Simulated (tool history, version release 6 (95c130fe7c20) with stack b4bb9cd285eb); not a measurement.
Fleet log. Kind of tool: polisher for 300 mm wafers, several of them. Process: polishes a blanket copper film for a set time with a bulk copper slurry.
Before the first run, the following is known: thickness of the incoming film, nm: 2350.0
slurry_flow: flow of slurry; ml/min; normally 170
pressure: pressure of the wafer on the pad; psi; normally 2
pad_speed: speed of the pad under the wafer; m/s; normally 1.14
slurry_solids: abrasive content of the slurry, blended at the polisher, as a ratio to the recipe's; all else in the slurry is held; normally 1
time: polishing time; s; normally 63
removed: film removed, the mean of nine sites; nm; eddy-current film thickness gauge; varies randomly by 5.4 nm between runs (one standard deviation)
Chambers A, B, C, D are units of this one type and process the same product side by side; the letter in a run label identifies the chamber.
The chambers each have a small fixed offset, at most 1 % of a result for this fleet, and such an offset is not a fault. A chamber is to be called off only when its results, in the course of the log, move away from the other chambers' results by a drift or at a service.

{"hour": 7.9, "done": "chamber D: worn pad replaced by a new one"}
{"hour": 8.2, "done": "chamber B: worn pad replaced by a new one"}
{"run": "1B", "hour": 8.4, "slurry_flow": 170, "pressure": 2, "pad_speed": 1.14, "slurry_solids": 1, "time": 63, "removed": 522.27}
{"hour": 13.3, "done": "chamber D: slurry blender recalibrated"}
{"run": "2D", "hour": 18.8, "slurry_flow": 170, "pressure": 2, "pad_speed": 1.14, "slurry_solids": 1, "time": 63, "removed": 508.06}
{"hour": 24.8, "done": "chamber A: slurry blender recalibrated"}
{"hour": 29.2, "done": "chamber C: worn pad replaced by a new one"}
{"run": "3C", "hour": 30.3, "slurry_flow": 170, "pressure": 2, "pad_speed": 1.14, "slurry_solids": 1, "time": 63, "removed": 516.63}
{"run": "4A", "hour": 37.0, "slurry_flow": 170, "pressure": 2, "pad_speed": 1.14, "slurry_solids": 1, "time": 63, "removed": 516.92}
{"run": "5A", "hour": 50.3, "slurry_flow": 170, "pressure": 2, "pad_speed": 1.14, "slurry_solids": 1, "time": 63, "removed": 513.74}
{"run": "6B", "hour": 57.5, "slurry_flow": 170, "pressure": 2, "pad_speed": 1.14, "slurry_solids": 1, "time": 63, "removed": 515.76}
{"hour": 69.0, "done": "chamber B: slurry nozzle cleaned"}
{"run": "7C", "hour": 71.4, "slurry_flow": 170, "pressure": 2, "pad_speed": 1.14, "slurry_solids": 1, "time": 63, "removed": 510.49}
{"run": "8D", "hour": 85.3, "slurry_flow": 170, "pressure": 2, "pad_speed": 1.14, "slurry_solids": 1, "time": 63, "removed": 514.75}
{"hour": 94.8, "done": "chamber C: slurry blender recalibrated"}
{"run": "9D", "hour": 98.1, "slurry_flow": 170, "pressure": 2, "pad_speed": 1.14, "slurry_solids": 1, "time": 63, "removed": 518.61}
{"hour": 105.2, "done": "chamber D: worn pad replaced by a new one"}
{"run": "10B", "hour": 112.2, "slurry_flow": 170, "pressure": 2, "pad_speed": 1.14, "slurry_solids": 1, "time": 63, "removed": 522.07}
{"run": "11C", "hour": 124.0, "slurry_flow": 170, "pressure": 2, "pad_speed": 1.14, "slurry_solids": 1, "time": 63, "removed": 507.61}
{"run": "12A", "hour": 133.1, "slurry_flow": 170, "pressure": 2, "pad_speed": 1.14, "slurry_solids": 1, "time": 63, "removed": 509.71}
{"run": "13D", "hour": 146.8, "slurry_flow": 170, "pressure": 2, "pad_speed": 1.14, "slurry_solids": 1, "time": 63, "removed": 509.76}
{"hour": 148.3, "done": "chamber A: slurry blender recalibrated"}
{"run": "14C", "hour": 153.7, "slurry_flow": 170, "pressure": 2, "pad_speed": 1.14, "slurry_solids": 1, "time": 63, "removed": 511.02}
{"hour": 156.3, "done": "chamber D: head pressure recalibrated"}
{"hour": 163.6, "done": "chamber B: worn pad replaced by a new one"}
{"run": "15B", "hour": 168.2, "slurry_flow": 170, "pressure": 2, "pad_speed": 1.38, "slurry_solids": 1, "time": 56, "removed": 558.42}
{"hour": 168.9, "done": "chamber B: head pressure recalibrated"}
{"hour": 176.7, "done": "chamber C: worn pad replaced by a new one"}
{"run": "16A", "hour": 179.7, "slurry_flow": 170, "pressure": 2, "pad_speed": 1.38, "slurry_solids": 1, "time": 56, "removed": 549.95}
{"run": "17B", "hour": 186.8, "slurry_flow": 170, "pressure": 2, "pad_speed": 1.38, "slurry_solids": 1, "time": 56, "removed": 519.66}
{"hour": 191.9, "done": "chamber B: slurry blender recalibrated"}
{"run": "18C", "hour": 200.0, "slurry_flow": 170, "pressure": 2, "pad_speed": 1.38, "slurry_solids": 1, "time": 56, "removed": 550.64}
{"run": "19A", "hour": 213.3, "slurry_flow": 170, "pressure": 2, "pad_speed": 1.14, "slurry_solids": 1, "time": 63, "removed": 503.8}
{"hour": 216.9, "done": "chamber D: worn pad replaced by a new one"}
{"run": "20D", "hour": 225.7, "slurry_flow": 170, "pressure": 2, "pad_speed": 1.14, "slurry_solids": 1, "time": 63, "removed": 508.83}
{"hour": 227.2, "done": "chamber A: worn pad replaced by a new one"}
{"run": "21B", "hour": 234.7, "slurry_flow": 170, "pressure": 2, "pad_speed": 1.14, "slurry_solids": 1, "time": 63, "removed": 481.29}
{"hour": 244.3, "done": "chamber A: slurry blender recalibrated"}
{"run": "22C", "hour": 244.6, "slurry_flow": 170, "pressure": 2, "pad_speed": 1.14, "slurry_solids": 1, "time": 63, "removed": 516.14}
{"hour": 253.2, "done": "chamber D: slurry blender recalibrated"}
{"run": "23D", "hour": 254.8, "slurry_flow": 170, "pressure": 2, "pad_speed": 1.14, "slurry_solids": 1, "time": 63, "removed": 512.2}
{"hour": 255.9, "done": "chamber D: slurry nozzle cleaned"}
{"run": "24A", "hour": 261.7, "slurry_flow": 170, "pressure": 2, "pad_speed": 1.14, "slurry_solids": 1, "time": 63, "removed": 511.63}
{"run": "25C", "hour": 268.1, "slurry_flow": 170, "pressure": 2, "pad_speed": 1.14, "slurry_solids": 1, "time": 63, "removed": 515.14}
{"run": "26D", "hour": 277.5, "slurry_flow": 170, "pressure": 2, "pad_speed": 1.14, "slurry_solids": 1, "time": 63, "removed": 516.41}
{"run": "27B", "hour": 285.7, "slurry_flow": 170, "pressure": 2, "pad_speed": 1.14, "slurry_solids": 1, "time": 63, "removed": 484.11}
{"run": "28A", "hour": 298.0, "slurry_flow": 170, "pressure": 2, "pad_speed": 1.14, "slurry_solids": 1, "time": 63, "removed": 510.15}
{"run": "29B", "hour": 305.9, "slurry_flow": 170, "pressure": 2, "pad_speed": 1.14, "slurry_solids": 1, "time": 63, "removed": 483.95}
{"run": "30C", "hour": 314.0, "slurry_flow": 170, "pressure": 2, "pad_speed": 1.14, "slurry_solids": 1, "time": 63, "removed": 520.85}
{"hour": 317.4, "done": "chamber A: slurry nozzle cleaned"}
{"hour": 317.9, "done": "chamber C: slurry blender recalibrated"}
{"run": "31D", "hour": 325.7, "slurry_flow": 170, "pressure": 2, "pad_speed": 1.14, "slurry_solids": 1, "time": 63, "removed": 504.14}
{"hour": 326.7, "done": "chamber D: worn pad replaced by a new one"}
{"hour": 340.0, "done": "chamber A: slurry blender recalibrated"}
{"run": "32A", "hour": 340.2, "slurry_flow": 170, "pressure": 2, "pad_speed": 1.14, "slurry_solids": 1, "time": 63, "removed": 507.71}
{"hour": 340.3, "done": "chamber C: worn pad replaced by a new one"}
{"hour": 346.4, "done": "chamber B: worn pad replaced by a new one"}
{"run": "33B", "hour": 349.3, "slurry_flow": 170, "pressure": 2, "pad_speed": 1.14, "slurry_solids": 1, "time": 63, "removed": 481.42}
{"run": "34A", "hour": 360.5, "slurry_flow": 170, "pressure": 2, "pad_speed": 1.14, "slurry_solids": 1, "time": 63, "removed": 515.85}
{"run": "35D", "hour": 372.0, "slurry_flow": 170, "pressure": 2, "pad_speed": 1.14, "slurry_solids": 1, "time": 63, "removed": 505.15}
{"run": "36C", "hour": 383.8, "slurry_flow": 170, "pressure": 2, "pad_speed": 1.14, "slurry_solids": 1, "time": 63, "removed": 512.97}
{"run": "37A", "hour": 396.1, "slurry_flow": 115, "pressure": 2, "pad_speed": 1.14, "slurry_solids": 1, "time": 63, "removed": 468.9}

Which is it: a chamber that has drifted or been left off by a service, a gauge drift common to all chambers, or only each chamber's usual small offset? If a chamber is off, name it and its likeliest cause.

Chamber B came out of a service off from its peers and stayed that way.
What lies behind it: head's pressure below its setpoint, % = 7.03.

Here are 4 candidates for chamber B's next run, each the usual settings with a change, their results left as question marks. Which one brings its results back in line with what the others give on the usual settings?
To be in line, a result may differ from the other chambers' mean on the usual settings by at most: removed 19 nm
{"run": "38B-1", "hour": 406.8, "slurry_flow": 170, "pressure": 2.1, "pad_speed": 1.14, "slurry_solids": 1, "time": 68, "removed": "?"}
{"run": "38B-2", "hour": 406.8, "slurry_flow": 170, "pressure": 2, "pad_speed": 1.06, "slurry_solids": 1, "time": 63, "removed": "?"}
{"run": "38B-3", "hour": 406.8, "slurry_flow": 170, "pressure": 2, "pad_speed": 1.18, "slurry_solids": 1, "time": 65, "removed": "?"}
{"run": "38B-4", "hour": 406.8, "slurry_flow": 170, "pressure": 1.9, "pad_speed": 1.14, "slurry_solids": 1, "time": 59, "removed": "?"}

Usual-settings mean across the other chambers: removed 511.75 nm
run=38B-1 removed=541.22
run=38B-2 removed=444.38
run=38B-3 removed=510.13
run=38B-4 removed=425.24
With 38B-3, the chamber falls back in line with the rest.

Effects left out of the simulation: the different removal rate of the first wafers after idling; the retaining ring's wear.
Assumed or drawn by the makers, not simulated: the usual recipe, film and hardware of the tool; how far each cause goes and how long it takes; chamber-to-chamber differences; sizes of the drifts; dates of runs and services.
